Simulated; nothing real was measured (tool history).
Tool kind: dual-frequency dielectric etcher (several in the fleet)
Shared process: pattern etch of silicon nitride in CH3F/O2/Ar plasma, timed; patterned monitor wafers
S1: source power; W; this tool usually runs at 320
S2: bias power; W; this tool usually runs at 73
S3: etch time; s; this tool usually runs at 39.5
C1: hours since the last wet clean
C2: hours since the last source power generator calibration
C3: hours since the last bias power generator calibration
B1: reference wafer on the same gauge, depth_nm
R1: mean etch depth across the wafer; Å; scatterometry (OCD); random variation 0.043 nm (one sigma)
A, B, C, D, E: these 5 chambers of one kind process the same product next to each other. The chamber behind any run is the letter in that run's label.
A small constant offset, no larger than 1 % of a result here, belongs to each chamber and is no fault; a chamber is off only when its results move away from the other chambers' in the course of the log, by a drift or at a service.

run   hour   S1  S2    S3     C1      C2      C3      B1      R1
       0.9  -- chamber E: wet clean of the chamber
 1C    6.4  320  73  39.5  403.0   160.3   880.2  28.695  253.23
 2B   11.2  320  73  39.5   99.6  1207.1   233.5  28.696  253.61
 3D   17.2  320  73  39.5   87.6   433.3   475.2  28.692  253.97
 4E   22.4  320  73  39.5   21.5  2600.4  2911.4  28.692  255.19
 5A   27.8  320  73  39.5  261.2  1733.3  1294.0  28.682  255.27
 6E   35.0  320  73  39.5   34.1  2613.0  2924.0  28.676  255.68
 7A   38.7  380  73  39.5  272.1  1744.2  1304.9  28.671  271.98
 8B   46.5  380  73  39.5  134.9  1242.4   268.8  28.650  270.68
 9D   52.7  380  73  39.5  123.1   468.8   510.7  28.654  271.20
10C   61.4  380  73  39.5  458.0   215.3   935.2  28.642  270.83
11D   67.7  380  73  39.5  138.1   483.8   525.7  28.654  271.00
12E   76.4  320  73  39.5   75.5  2654.4  2965.4  28.624  255.31
13C   80.7  320  73  39.5  477.3   234.6   954.5  28.633  252.99
14B   88.6  320  63  28.0  177.0  1284.5   310.9  28.626  170.48
15A   95.4  320  63  28.0  328.8  1800.9  1361.6  28.622  171.57
16A  103.6  320  63  28.0  337.0  1809.1  1369.8  28.617  171.68
17B  111.3  320  63  28.0  199.7  1307.2   333.6  28.611  170.49
18C  116.8  320  63  28.0  513.4   270.7   990.6  28.597  170.65
19D  124.4  320  73  39.5  194.8   540.5   582.4  28.596  253.69
20E  130.4  320  73  39.5  129.5  2708.4  3019.4  28.610  253.91
21C  135.7  320  73  39.5  532.3   289.6  1009.5  28.588  253.43
22D  140.1  320  62  47.0  210.5   556.2   598.1  28.584  285.58
23B  144.5  320  62  47.0  232.9  1340.4   366.8  28.581  283.73
24A  148.5  320  62  47.0  381.9  1854.0  1414.7  28.575  285.45
25E  155.4  320  62  47.0  154.5  2733.4  3044.4  28.571  286.15
     159.0  -- chamber C: wet clean of the chamber
26B  159.9  320  62  47.0  248.3  1355.8   382.2  28.559  284.66
27C  165.9  280  83  39.5    7.0   319.8  1039.7  28.561  252.34
28A  172.9  280  83  39.5  406.3  1878.4  1439.1  28.560  251.84
29E  176.9  280  83  39.5  176.0  2754.9  3065.9  28.550  252.81
30D  181.9  280  83  39.5  252.3   598.0   639.9  28.563  252.63
31E  185.7  280  83  39.5  184.8  2763.7  3074.7  28.538  252.81
32D  193.5  320  73  39.5  263.9   609.6   651.5  28.539  253.07
33C  201.7  320  73  39.5   42.8   355.6  1075.5  28.536  253.09
34B  209.6  320  73  39.5  298.0  1405.5   431.9  28.527  253.24
35A  215.7  320  73  39.5  449.1  1921.2  1481.9  28.519  253.67
36C  223.8  260  73  39.5   64.9   377.7  1097.6  28.513  233.50
37A  227.7  260  73  39.5  461.1  1933.2  1493.9  28.507  233.60
38D  234.2  260  73  39.5  304.6   650.3   692.2  28.491  234.31

One chamber off, gauge drift, or nothing amiss beyond the chambers' own small offsets? If it is a chamber, which one, and what is the likeliest cause?

The gauge drifts, so all chambers seem to drift together. No chamber is off.
What lies behind it: gauge reads low (%) = 0.685.
